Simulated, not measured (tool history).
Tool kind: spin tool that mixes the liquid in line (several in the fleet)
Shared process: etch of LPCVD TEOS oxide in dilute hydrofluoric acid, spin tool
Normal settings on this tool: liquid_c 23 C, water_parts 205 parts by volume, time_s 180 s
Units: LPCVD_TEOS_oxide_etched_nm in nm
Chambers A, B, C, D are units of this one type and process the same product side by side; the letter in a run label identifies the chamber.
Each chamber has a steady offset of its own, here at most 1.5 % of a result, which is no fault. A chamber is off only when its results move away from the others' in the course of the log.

| run | hour | liquid_c | water_parts | time_s | read-back film thickness of the LPCVD TEOS oxide reference wafer, read on the same gauge (nm) | LPCVD_TEOS_oxide_etched_nm |
|---|---|---|---|---|---|---|
| 1D | 5.9 | 23 | 205 | 180 | 39.999 | 20.375 |
| 2C | 15.0 | 23 | 205 | 180 | 39.991 | 20.082 |
| 3A | 22.0 | 23 | 205 | 180 | 40.002 | 20.263 |
| 4B | 31.6 | 23 | 205 | 180 | 39.991 | 20.548 |
| 5D | 42.0 | 23 | 205 | 180 | 40.015 | 20.566 |
| 6B | 47.7 | 23 | 205 | 180 | 40.000 | 20.597 |
|  | 55.4 | chamber D: thermometer replaced |
| 7C | 58.0 | 23 | 205 | 180 | 40.006 | 19.920 |
| 8A | 69.0 | 23 | 205 | 180 | 40.014 | 20.300 |
| 9C | 78.5 | 23 | 205 | 180 | 40.004 | 19.899 |
| 10D | 87.9 | 23 | 205 | 180 | 39.998 | 20.282 |
| 11B | 93.0 | 23 | 205 | 180 | 39.986 | 20.386 |
| 12A | 100.9 | 23 | 205 | 250 | 39.994 | 27.986 |
| 13B | 109.8 | 23 | 205 | 250 | 39.991 | 28.101 |
| 14D | 119.5 | 23 | 205 | 250 | 40.005 | 28.214 |
| 15A | 126.9 | 23 | 205 | 250 | 39.995 | 28.262 |
| 16C | 134.8 | 23 | 205 | 180 | 40.003 | 20.106 |
| 17A | 141.6 | 19 | 205 | 265 | 40.002 | 25.720 |
| 18B | 150.1 | 19 | 205 | 265 | 39.997 | 24.837 |
|  | 151.3 | chamber A: hydrofluoric acid flow meter replaced |
| 19D | 157.3 | 19 | 205 | 265 | 39.996 | 26.155 |
| 20C | 164.1 | 19 | 205 | 265 | 39.990 | 25.170 |
| 21B | 170.4 | 23 | 205 | 180 | 39.991 | 19.770 |
| 22C | 180.3 | 23 | 205 | 180 | 40.008 | 20.061 |
| 23A | 185.6 | 23 | 205 | 180 | 40.000 | 20.452 |
| 24D | 196.0 | 23 | 205 | 180 | 40.019 | 20.431 |
| 25A | 206.8 | 23 | 205 | 180 | 40.005 | 20.251 |
| 26B | 211.6 | 23 | 205 | 180 | 40.012 | 19.384 |
| 27D | 218.3 | 23 | 205 | 180 | 40.000 | 20.616 |
| 28C | 224.8 | 23 | 205 | 180 | 39.998 | 19.794 |
| 29C | 230.0 | 23 | 205 | 180 | 40.001 | 20.077 |
| 30D | 239.4 | 23 | 205 | 180 | 40.003 | 20.369 |

Which is it: a chamber that has drifted or been left off by a service, a gauge drift common to all chambers, or only each chamber's usual small offset? If a chamber is off, name it and its likeliest cause.

One chamber, B, drifts off from the rest bit by bit.
What lies behind it: hydrofluoric acid flow below the setpoint (%) = 5.7.
The log may not separate it from: liquid colder than its thermometer reads (K).

Which of the 4 candidates below, each the usual settings with something changed and its results left as question marks, puts chamber B back in line with what the other chambers give on the usual settings?
In-line tolerance around the mean of the other chambers on the usual settings: LPCVD_TEOS_oxide_etched_nm 0.440 nm
| 31B-1 | 247.5 | 23.0 | 210 | 180 |  | ? |
| 31B-2 | 247.5 | 23.5 | 205 | 180 |  | ? |
| 31B-3 | 247.5 | 23.0 | 210 | 175 |  | ? |
| 31B-4 | 247.5 | 24.5 | 205 | 180 |  | ? |

The mean the other chambers reach with the usual settings: LPCVD_TEOS_oxide_etched_nm 20.283 nm
| run | LPCVD_TEOS_oxide_etched_nm |
|---|---|
| 31B-1 | 18.521 |
| 31B-2 | 19.422 |
| 31B-3 | 18.006 |
| 31B-4 | 20.153 |
31B-4 is the one that brings the chamber's results back in line with the other chambers.

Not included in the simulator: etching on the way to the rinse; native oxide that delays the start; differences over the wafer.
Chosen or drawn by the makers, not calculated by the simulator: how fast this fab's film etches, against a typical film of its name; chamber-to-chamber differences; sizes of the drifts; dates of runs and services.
